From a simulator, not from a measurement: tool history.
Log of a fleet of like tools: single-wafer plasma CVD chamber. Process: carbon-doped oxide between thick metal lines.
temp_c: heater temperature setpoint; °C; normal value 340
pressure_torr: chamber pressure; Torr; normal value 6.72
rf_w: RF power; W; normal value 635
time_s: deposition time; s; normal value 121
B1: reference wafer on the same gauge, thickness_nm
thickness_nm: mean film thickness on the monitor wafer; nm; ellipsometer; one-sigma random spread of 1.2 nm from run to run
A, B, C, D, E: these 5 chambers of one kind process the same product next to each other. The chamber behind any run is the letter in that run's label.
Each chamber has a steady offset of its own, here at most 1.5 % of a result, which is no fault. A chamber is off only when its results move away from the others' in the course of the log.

Run 1B, hour 7.7: usual settings; B1 663.05. Result: thickness_nm 751.15 nm.
Run 2D, hour 12.2: usual settings; B1 663.34. Result: thickness_nm 754.79 nm.
Run 3E, hour 16.9: usual settings; B1 663.42. Result: thickness_nm 754.13 nm.
Run 4C, hour 20.7: usual settings; B1 663.39. Result: thickness_nm 741.77 nm.
Run 5A, hour 26.3: usual settings; B1 663.71. Result: thickness_nm 765.21 nm.
Run 6A, hour 32.6: usual settings; B1 663.65. Result: thickness_nm 764.3 nm.
Run 7B, hour 36.9: usual settings; B1 663.83. Result: thickness_nm 751.67 nm.
Run 8E, hour 42.5: usual settings; B1 664.05. Result: thickness_nm 754.66 nm.
Run 9C, hour 48.6: usual settings; B1 664.06. Result: thickness_nm 742.5 nm.
Run 10D, hour 55.9: usual settings; B1 664.33. Result: thickness_nm 757.41 nm.
Run 11C, hour 59.8: usual settings; B1 664.64. Result: thickness_nm 742.5 nm.
Run 12D, hour 66.3: usual settings; B1 664.46. Result: thickness_nm 760.09 nm.
Run 13B, hour 73.8: usual settings; B1 664.78. Result: thickness_nm 752.29 nm.
Run 14A, hour 77.3: usual settings; B1 664.84. Result: thickness_nm 764.1 nm.
Run 15E, hour 81.2: usual settings; B1 664.84. Result: thickness_nm 755.05 nm.
Run 16C, hour 88.3: usual settings; B1 665.06. Result: thickness_nm 742.09 nm.
Run 17B, hour 92.2: usual settings; B1 664.85. Result: thickness_nm 752.16 nm.
Run 18D, hour 96.7: usual settings; B1 664.89. Result: thickness_nm 759.9 nm.
Run 19E, hour 103.5: usual settings; B1 665.36. Result: thickness_nm 754.95 nm.
Run 20A, hour 109.8: usual settings; B1 665.66. Result: thickness_nm 764.57 nm.
Run 21C, hour 113.4: usual settings; B1 665.78. Result: thickness_nm 744.02 nm.
Run 22D, hour 117.2: usual settings; B1 665.54. Result: thickness_nm 758.94 nm.
Run 23B, hour 125: usual settings but rf_w 580 W, time_s 135 s; B1 665.99. Result: thickness_nm 796.86 nm.
Run 24E, hour 132.9: usual settings but rf_w 580 W, time_s 135 s; B1 666.3. Result: thickness_nm 796.65 nm.
At hour 135.2: chamber A: thermocouple changed; heater temperature recalibrated.
Run 25A, hour 140.6: usual settings but rf_w 580 W, time_s 135 s; B1 666.54. Result: thickness_nm 807.24 nm.
Run 26E, hour 147.5: usual settings but rf_w 580 W, time_s 135 s; B1 666.43. Result: thickness_nm 800.43 nm.
Run 27B, hour 153.7: usual settings but rf_w 580 W, time_s 135 s; B1 666.89. Result: thickness_nm 796.57 nm.
At hour 155: chamber C: RF generator calibrated.
Run 28C, hour 159.8: usual settings; B1 666.57. Result: thickness_nm 742.41 nm.
Run 29A, hour 163.6: usual settings; B1 666.68. Result: thickness_nm 766.63 nm.
Run 30D, hour 167.8: usual settings; B1 666.84. Result: thickness_nm 759.11 nm.
Run 31E, hour 173: usual settings; B1 667.17. Result: thickness_nm 756.52 nm.
Run 32C, hour 178.7: usual settings; B1 667.24. Result: thickness_nm 746.72 nm.
Run 33A, hour 185.6: usual settings; B1 667.22. Result: thickness_nm 768.78 nm.

Does one chamber stand apart from the rest, does the shared gauge drift, or is all well apart from small per-chamber offsets? Give the chamber and the most likely cause, where there is one.

It is the gauge, not a chamber: its drift shows up in every chamber's results at once, and no chamber is off.
Most likely cause: gauge reads high (%) = 0.667.

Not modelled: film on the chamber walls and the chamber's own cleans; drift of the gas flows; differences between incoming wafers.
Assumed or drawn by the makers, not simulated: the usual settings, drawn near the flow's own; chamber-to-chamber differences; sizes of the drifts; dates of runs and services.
